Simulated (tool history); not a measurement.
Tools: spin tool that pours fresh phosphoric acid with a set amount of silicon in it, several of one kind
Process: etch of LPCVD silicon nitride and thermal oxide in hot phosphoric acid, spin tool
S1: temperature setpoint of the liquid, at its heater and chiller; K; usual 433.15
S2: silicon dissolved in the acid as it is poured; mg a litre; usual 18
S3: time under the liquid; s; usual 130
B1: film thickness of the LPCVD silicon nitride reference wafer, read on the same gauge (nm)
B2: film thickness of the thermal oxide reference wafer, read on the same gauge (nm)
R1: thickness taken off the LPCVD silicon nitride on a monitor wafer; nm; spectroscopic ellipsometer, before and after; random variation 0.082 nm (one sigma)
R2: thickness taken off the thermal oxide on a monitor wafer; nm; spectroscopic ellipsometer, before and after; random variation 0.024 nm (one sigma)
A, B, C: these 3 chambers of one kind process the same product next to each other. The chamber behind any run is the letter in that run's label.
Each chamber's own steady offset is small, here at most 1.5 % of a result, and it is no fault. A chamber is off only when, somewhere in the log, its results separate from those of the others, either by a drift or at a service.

Run 1B, hour 5.5: usual settings; B1 120; B2 109.96. Result: R1 12.232 nm, R2 0.25934 nm.
Run 2A, hour 11.5: usual settings; B1 120.01; B2 110. Result: R1 12.017 nm, R2 0.20154 nm.
Run 3C, hour 14.4: usual settings; B1 120.01; B2 110.02. Result: R1 11.743 nm, R2 0.25035 nm.
Run 4C, hour 17.4: usual settings; B1 120; B2 110.02. Result: R1 11.799 nm, R2 0.26283 nm.
Run 5A, hour 21.2: usual settings; B1 120; B2 109.96. Result: R1 11.855 nm, R2 0.24876 nm.
Run 6B, hour 27: usual settings; B1 120; B2 109.97. Result: R1 12.075 nm, R2 0.22092 nm.
Run 7B, hour 30.5: usual settings; B1 120; B2 109.98. Result: R1 12.297 nm, R2 0.24581 nm.
Run 8A, hour 34.3: usual settings but S1 435.15 K, S3 70 s; B1 120; B2 110. Result: R1 6.9467 nm, R2 0.16486 nm.
Run 9C, hour 37.3: usual settings but S1 435.15 K, S3 70 s; B1 120.01; B2 109.99. Result: R1 6.7793 nm, R2 0.14876 nm.
Run 10A, hour 42.5: usual settings but S1 435.15 K, S3 70 s; B1 120.01; B2 110.02. Result: R1 6.9223 nm, R2 0.15389 nm.
Run 11B, hour 45.4: usual settings; B1 120.01; B2 110.02. Result: R1 12.087 nm, R2 0.23684 nm.
Run 12C, hour 48.1: usual settings; B1 119.99; B2 110.04. Result: R1 11.986 nm, R2 0.24987 nm.
Run 13C, hour 53: usual settings; B1 120.01; B2 109.97. Result: R1 11.899 nm, R2 0.21947 nm.
Run 14B, hour 56.4: usual settings; B1 119.99; B2 109.99. Result: R1 12.3 nm, R2 0.26074 nm.
Run 15A, hour 59.7: usual settings; B1 120.01; B2 109.96. Result: R1 12.042 nm, R2 0.24269 nm.
Run 16A, hour 63.2: usual settings; B1 119.99; B2 110. Result: R1 11.955 nm, R2 0.26913 nm.
Run 17C, hour 68.5: usual settings; B1 120.02; B2 110.03. Result: R1 11.778 nm, R2 0.22648 nm.
Run 18B, hour 71.6: usual settings; B1 120; B2 110.02. Result: R1 12.155 nm, R2 0.23572 nm.
Run 19C, hour 76.3: usual settings but S1 435.65 K, S3 205 s; B1 119.99; B2 109.99. Result: R1 20.313 nm, R2 0.45422 nm.
Run 20A, hour 79.8: usual settings but S1 435.65 K, S3 205 s; B1 120.01; B2 109.99. Result: R1 20.767 nm, R2 0.44502 nm.
Run 21B, hour 83.2: usual settings but S1 435.65 K, S3 205 s; B1 119.99; B2 110. Result: R1 20.649 nm, R2 0.51203 nm.
Run 22B, hour 88.6: usual settings; B1 119.99; B2 110. Result: R1 12.182 nm, R2 0.2615 nm.
Run 23C, hour 94: usual settings; B1 119.99; B2 110.03. Result: R1 11.934 nm, R2 0.3014 nm.
Run 24A, hour 97.7: usual settings but S1 434.65 K, S2 7.5 mg a litre; B1 119.99; B2 110.02. Result: R1 12.646 nm, R2 0.35449 nm.
Run 25A, hour 100.6: usual settings but S1 434.65 K, S2 7.5 mg a litre; B1 120.01; B2 110.02. Result: R1 12.58 nm, R2 0.36698 nm.
Run 26B, hour 103.3: usual settings but S1 434.65 K, S2 7.5 mg a litre; B1 120.01; B2 110. Result: R1 12.81 nm, R2 0.36121 nm.
Run 27C, hour 107.6: usual settings; B1 120.03; B2 109.97. Result: R1 11.859 nm, R2 0.28321 nm.
Run 28B, hour 110.9: usual settings; B1 119.99; B2 110.01. Result: R1 12.127 nm, R2 0.21804 nm.
Run 29C, hour 116: usual settings; B1 119.99; B2 110. Result: R1 11.946 nm, R2 0.26639 nm.
Run 30A, hour 122.1: usual settings but S2 8 mg a litre; B1 119.99; B2 110. Result: R1 12.194 nm, R2 0.29067 nm.
Run 31C, hour 127.2: usual settings but S2 8 mg a litre; B1 119.99; B2 109.98. Result: R1 11.882 nm, R2 0.30682 nm.
Run 32B, hour 130.8: usual settings but S2 8 mg a litre; B1 120; B2 110. Result: R1 12.113 nm, R2 0.36928 nm.
Run 33A, hour 136.4: usual settings; B1 119.98; B2 109.99. Result: R1 11.99 nm, R2 0.22911 nm.

Has any chamber moved away from the others, gradually or after a service, or does the common gauge drift, or do the chambers differ only by their own small steady offsets? State the chamber and the most likely cause if one applies.

The fleet is healthy, with each chamber sitting at its usual small offset and no drift in the gauge.
